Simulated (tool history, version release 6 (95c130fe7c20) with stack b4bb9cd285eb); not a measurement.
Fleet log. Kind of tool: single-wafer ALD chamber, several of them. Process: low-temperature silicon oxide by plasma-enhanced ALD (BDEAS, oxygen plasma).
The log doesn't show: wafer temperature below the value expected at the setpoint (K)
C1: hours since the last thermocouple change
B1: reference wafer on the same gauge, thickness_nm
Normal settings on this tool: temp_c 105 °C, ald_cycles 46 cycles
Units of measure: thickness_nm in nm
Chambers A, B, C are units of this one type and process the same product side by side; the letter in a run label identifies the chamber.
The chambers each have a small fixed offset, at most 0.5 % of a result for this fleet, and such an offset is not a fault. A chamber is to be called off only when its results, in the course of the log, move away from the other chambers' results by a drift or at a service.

Run 1A, hour 8.5: usual settings; C1 603.4; B1 5.7975. Result: thickness_nm 6.5184 nm.
Run 2C, hour 17.6: usual settings; C1 174.2; B1 5.7986. Result: thickness_nm 6.5233 nm.
Run 3B, hour 24.1: usual settings; C1 710.8; B1 5.7975. Result: thickness_nm 6.5101 nm.
Run 4C, hour 33.3: usual settings; C1 189.9; B1 5.7968. Result: thickness_nm 6.5030 nm.
Run 5B, hour 44.7: usual settings but ald_cycles 39 cycles; C1 731.4; B1 5.7951. Result: thickness_nm 5.5274 nm.
Run 6A, hour 55.2: usual settings but ald_cycles 39 cycles; C1 650.1; B1 5.7926. Result: thickness_nm 5.5246 nm.
Run 7B, hour 65.9: usual settings but ald_cycles 39 cycles; C1 752.6; B1 5.7938. Result: thickness_nm 5.5205 nm.
Run 8C, hour 76.2: usual settings; C1 232.8; B1 5.7918. Result: thickness_nm 6.5052 nm.
Run 9A, hour 81.3: usual settings; C1 676.2; B1 5.7913. Result: thickness_nm 6.5107 nm.
Run 10A, hour 91.6: usual settings; C1 686.5; B1 5.7900. Result: thickness_nm 6.5140 nm.
Run 11B, hour 102.7: usual settings; C1 789.4; B1 5.7882. Result: thickness_nm 6.5162 nm.
Run 12C, hour 110.4: usual settings but temp_c 93 °C; C1 267.0; B1 5.7887. Result: thickness_nm 6.7389 nm.
Run 13A, hour 115.4: usual settings but temp_c 93 °C; C1 710.3; B1 5.7883. Result: thickness_nm 6.7344 nm.
Run 14B, hour 125.9: usual settings but temp_c 93 °C; C1 812.6; B1 5.7863. Result: thickness_nm 6.7371 nm.
Run 15C, hour 136.3: usual settings; C1 292.9; B1 5.7852. Result: thickness_nm 6.5058 nm.
Run 16A, hour 142.1: usual settings; C1 737.0; B1 5.7842. Result: thickness_nm 6.4983 nm.
Run 17C, hour 148.7: usual settings; C1 305.3; B1 5.7821. Result: thickness_nm 6.5132 nm.
Run 18B, hour 157.0: usual settings; C1 843.7; B1 5.7823. Result: thickness_nm 6.5072 nm.
Run 19C, hour 167.5: usual settings; C1 324.1; B1 5.7808. Result: thickness_nm 6.4990 nm.
Run 20A, hour 178.4: usual settings; C1 773.3; B1 5.7801. Result: thickness_nm 6.4883 nm.
Run 21B, hour 188.9: usual settings; C1 875.6; B1 5.7787. Result: thickness_nm 6.5151 nm.
Run 22B, hour 196.0: usual settings; C1 882.7; B1 5.7778. Result: thickness_nm 6.5113 nm.
Run 23C, hour 204.5: usual settings; C1 361.1; B1 5.7781. Result: thickness_nm 6.4867 nm.
Run 24A, hour 210.0: usual settings; C1 804.9; B1 5.7754. Result: thickness_nm 6.4966 nm.
Run 25C, hour 220.1: usual settings; C1 376.7; B1 5.7738. Result: thickness_nm 6.5112 nm.

All 3 chambers run these settings next. Forecast each chamber's results:
Run 26A, hour 228.3: usual settings. Result: thickness_nm ?.
Run 26B, hour 228.3: usual settings. Result: thickness_nm ?.
Run 26C, hour 228.3: usual settings. Result: thickness_nm ?.

run  thickness_nm
26A        6.4939
26B        6.4935
26C        6.4933
